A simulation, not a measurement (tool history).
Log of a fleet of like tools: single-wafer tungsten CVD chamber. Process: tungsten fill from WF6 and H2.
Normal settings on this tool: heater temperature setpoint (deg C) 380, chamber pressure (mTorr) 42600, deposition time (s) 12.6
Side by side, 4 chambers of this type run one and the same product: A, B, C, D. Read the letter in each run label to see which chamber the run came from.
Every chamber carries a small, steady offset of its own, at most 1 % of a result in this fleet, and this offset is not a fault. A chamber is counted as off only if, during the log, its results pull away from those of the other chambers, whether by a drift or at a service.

run	hour	heater temperature setpoint (deg C)	chamber pressure (mTorr)	deposition time (s)	read-back reference wafer on the same gauge, thickness_nm	mean film thickness on the monitor wafer (Å)
1B	10.7	380	42600	12.6	33.913	292.86
2A	18.5	380	42600	12.6	33.905	288.91
3D	30.5	380	42600	12.6	33.859	292.30
4C	46.1	380	42600	12.6	33.903	290.21
5B	53.5	380	42600	12.6	33.941	292.73
6A	68.9	380	42600	12.6	33.901	290.08
7D	83.5	380	50100	14.1	33.921	352.48
8C	99.1	380	50100	14.1	33.912	351.64
9D	109.1	380	50100	14.1	33.904	350.18
10A	119.9	380	50100	14.1	33.903	350.72
11C	130.9	380	42600	12.6	33.898	291.30
12B	144.2	380	42600	12.6	33.900	293.60
# hour 156.1: chamber B: thermocouple changed; heater temperature recalibrated
13B	157.0	380	42600	12.6	33.936	294.06
14D	167.9	380	42600	12.6	33.902	292.39
15A	182.8	380	42600	12.6	33.891	290.65
16C	192.2	380	42600	12.6	33.905	292.09
17D	201.2	380	42600	12.6	33.879	293.94
18A	208.7	367	42600	12.6	33.885	220.20
19B	222.8	367	42600	12.6	33.895	222.07
20C	231.7	367	42600	12.6	33.915	222.59
21B	239.3	367	42600	12.6	33.914	222.11
# hour 244.1: chamber A: thermocouple changed; heater temperature recalibrated
22A	249.4	373	42600	12.6	33.907	251.08
# hour 254.5: chamber C: capacitance manometer re-zeroed and calibrated
23D	260.7	373	42600	12.6	33.888	255.46
24C	268.7	373	42600	12.6	33.911	252.77
25B	279.8	373	42600	12.6	33.891	253.24
26D	289.7	380	42600	12.6	33.900	293.62
27C	300.3	380	42600	12.6	33.915	291.96
28A	309.0	380	42600	12.6	33.897	290.70
29C	324.1	380	42600	12.6	33.874	292.47
30D	338.8	380	42600	12.6	33.886	296.55
31B	348.6	380	42600	12.6	33.942	293.01
32A	359.8	380	42600	12.6	33.874	290.62
33B	372.9	386	42600	12.6	33.890	332.40
34D	380.3	386	42600	12.6	33.898	334.65
35A	394.4	386	42600	12.6	33.920	329.51
36C	402.8	386	42600	12.6	33.899	328.75
37C	418.1	380	42600	12.6	33.903	293.16
38B	429.9	380	42600	12.6	33.875	294.17
39D	443.0	380	42600	12.6	33.889	299.84
40A	457.3	380	42600	12.6	33.900	290.56

What goes on in this fleet: one chamber off, a drifting gauge, or nothing beyond the chambers' own small offsets? Name the chamber and the cause, if any.

One chamber, D, drifts off from the rest bit by bit.
Most likely cause: wafer temperature above the value expected at the setpoint (K) = 1.27.
Not necessarily distinguishable in this log from: true pressure above the setpoint (%).

Which of the 4 candidates below, each the usual settings with something changed and its results left as question marks, puts chamber D back in line with what the other chambers give on the usual settings?
To be in line, a result may differ from the other chambers' mean on the usual settings by at most: mean film thickness on the monitor wafer (Å) 3.10
41D-1	468.8	380	42700	12.7		?
41D-2	468.8	379	42500	12.5		?
41D-3	468.8	381	42700	12.7		?
41D-4	468.8	380	42600	12.5		?

The other chambers' mean on the usual settings: mean film thickness on the monitor wafer (Å) 291.79
run	mean film thickness on the monitor wafer (Å)
41D-1	301.76
41D-2	290.54
41D-3	307.77
41D-4	296.67
The answer is 41D-2, which returns the chamber to within the allowed miss of the others.
